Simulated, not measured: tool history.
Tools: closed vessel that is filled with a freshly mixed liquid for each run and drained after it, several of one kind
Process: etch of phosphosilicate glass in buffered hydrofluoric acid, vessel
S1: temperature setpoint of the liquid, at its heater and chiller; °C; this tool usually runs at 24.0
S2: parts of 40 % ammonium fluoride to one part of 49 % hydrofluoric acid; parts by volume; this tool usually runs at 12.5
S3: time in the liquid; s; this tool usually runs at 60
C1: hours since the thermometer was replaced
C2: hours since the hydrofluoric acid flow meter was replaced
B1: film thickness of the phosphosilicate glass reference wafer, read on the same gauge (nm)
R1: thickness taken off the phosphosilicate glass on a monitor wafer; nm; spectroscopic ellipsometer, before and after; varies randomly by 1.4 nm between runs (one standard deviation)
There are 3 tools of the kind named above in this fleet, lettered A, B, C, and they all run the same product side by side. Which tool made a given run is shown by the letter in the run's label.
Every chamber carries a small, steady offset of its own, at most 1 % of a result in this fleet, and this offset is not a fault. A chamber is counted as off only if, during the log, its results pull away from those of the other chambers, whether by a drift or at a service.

| run | day | S1 | S2 | S3 | C1 | C2 | B1 | R1 |
|---|---|---|---|---|---|---|---|---|
| 1C | 0.500 | 24.0 | 12.5 | 60 | 2976.4 | 327.9 | 89.996 | 146.75 |
| 2B | 0.829 | 24.0 | 12.5 | 60 | 2865.0 | 895.3 | 90.045 | 146.61 |
|  | 1.071 | chamber C: thermometer replaced |
| 3A | 1.075 | 24.0 | 12.5 | 60 | 2038.2 | 595.2 | 89.990 | 144.79 |
| 4A | 1.546 | 24.0 | 12.5 | 60 | 2049.5 | 606.5 | 90.008 | 147.47 |
| 5B | 1.829 | 24.0 | 15.0 | 60 | 2889.0 | 919.3 | 90.024 | 124.46 |
| 6C | 2.162 | 24.0 | 15.0 | 60 | 26.2 | 367.8 | 89.968 | 123.22 |
| 7C | 2.442 | 24.0 | 15.0 | 60 | 32.9 | 374.5 | 90.021 | 122.83 |
| 8A | 2.921 | 24.0 | 12.5 | 60 | 2082.5 | 639.5 | 89.998 | 146.40 |
| 9B | 3.358 | 27.5 | 12.5 | 60 | 2925.7 | 956.0 | 89.990 | 181.41 |
|  | 3.375 | chamber A: thermometer replaced |
| 10C | 3.775 | 27.5 | 12.5 | 60 | 64.9 | 406.5 | 90.004 | 175.41 |
| 11A | 4.325 | 27.5 | 12.5 | 60 | 22.8 | 673.2 | 90.029 | 178.73 |
| 12B | 4.604 | 24.0 | 12.5 | 60 | 2955.6 | 985.9 | 90.011 | 148.74 |
| 13B | 4.988 | 24.0 | 16.0 | 60 | 2964.8 | 995.1 | 90.003 | 115.55 |
| 14A | 5.258 | 24.0 | 16.0 | 60 | 45.2 | 695.6 | 89.993 | 117.68 |
| 15C | 5.650 | 24.0 | 16.0 | 60 | 109.9 | 451.5 | 89.972 | 117.17 |
| 16A | 5.996 | 24.0 | 12.5 | 60 | 62.9 | 713.3 | 89.982 | 148.10 |
| 17B | 6.258 | 24.0 | 12.5 | 60 | 2995.3 | 1025.6 | 90.005 | 150.80 |
|  | 6.350 | chamber B: thermometer replaced |
| 18C | 6.604 | 19.5 | 9.0 | 60 | 132.8 | 474.4 | 89.974 | 150.37 |
| 19A | 6.938 | 19.5 | 9.0 | 60 | 85.5 | 735.9 | 90.012 | 151.04 |
| 20C | 7.408 | 19.5 | 9.0 | 60 | 152.1 | 493.7 | 90.006 | 150.36 |
| 21B | 7.671 | 24.0 | 12.5 | 60 | 31.7 | 1059.5 | 90.004 | 146.40 |
| 22A | 8.146 | 24.0 | 12.5 | 60 | 114.5 | 764.9 | 89.971 | 147.55 |
| 23B | 8.462 | 24.0 | 8.0 | 60 | 50.7 | 1078.5 | 89.970 | 227.30 |
| 24C | 8.838 | 24.0 | 8.0 | 60 | 186.4 | 528.0 | 90.003 | 221.90 |
| 25B | 9.275 | 24.0 | 8.0 | 60 | 70.2 | 1098.0 | 90.020 | 222.82 |
| 26C | 9.775 | 24.0 | 12.5 | 60 | 208.9 | 550.5 | 89.985 | 145.68 |
| 27A | 10.254 | 24.0 | 12.5 | 60 | 165.1 | 815.5 | 90.011 | 144.82 |
| 28B | 10.662 | 24.0 | 12.5 | 60 | 103.5 | 1131.3 | 89.986 | 150.03 |
| 29A | 11.112 | 24.0 | 9.0 | 45 | 185.7 | 836.1 | 89.986 | 148.24 |
| 30C | 11.554 | 24.0 | 9.0 | 45 | 251.6 | 593.2 | 89.998 | 146.55 |
| 31C | 11.979 | 24.0 | 9.0 | 45 | 261.8 | 603.4 | 89.982 | 147.74 |
| 32B | 12.375 | 24.0 | 12.5 | 60 | 144.6 | 1172.4 | 89.995 | 149.16 |
| 33A | 12.696 | 24.0 | 12.5 | 60 | 223.7 | 874.1 | 90.002 | 146.01 |
| 34C | 13.058 | 24.0 | 12.5 | 60 | 287.7 | 629.3 | 89.977 | 148.47 |
| 35A | 13.450 | 24.0 | 12.5 | 60 | 241.8 | 892.2 | 89.986 | 149.01 |

Next, every chamber runs the same settings. What will each give?
| 36A | 13.858 | 24.0 | 12.5 | 60 |  |  |  | ? |
| 36B | 13.858 | 24.0 | 12.5 | 60 |  |  |  | ? |
| 36C | 13.858 | 24.0 | 12.5 | 60 |  |  |  | ? |

| run | R1 |
|---|---|
| 36A | 146.11 |
| 36B | 148.18 |
| 36C | 147.70 |

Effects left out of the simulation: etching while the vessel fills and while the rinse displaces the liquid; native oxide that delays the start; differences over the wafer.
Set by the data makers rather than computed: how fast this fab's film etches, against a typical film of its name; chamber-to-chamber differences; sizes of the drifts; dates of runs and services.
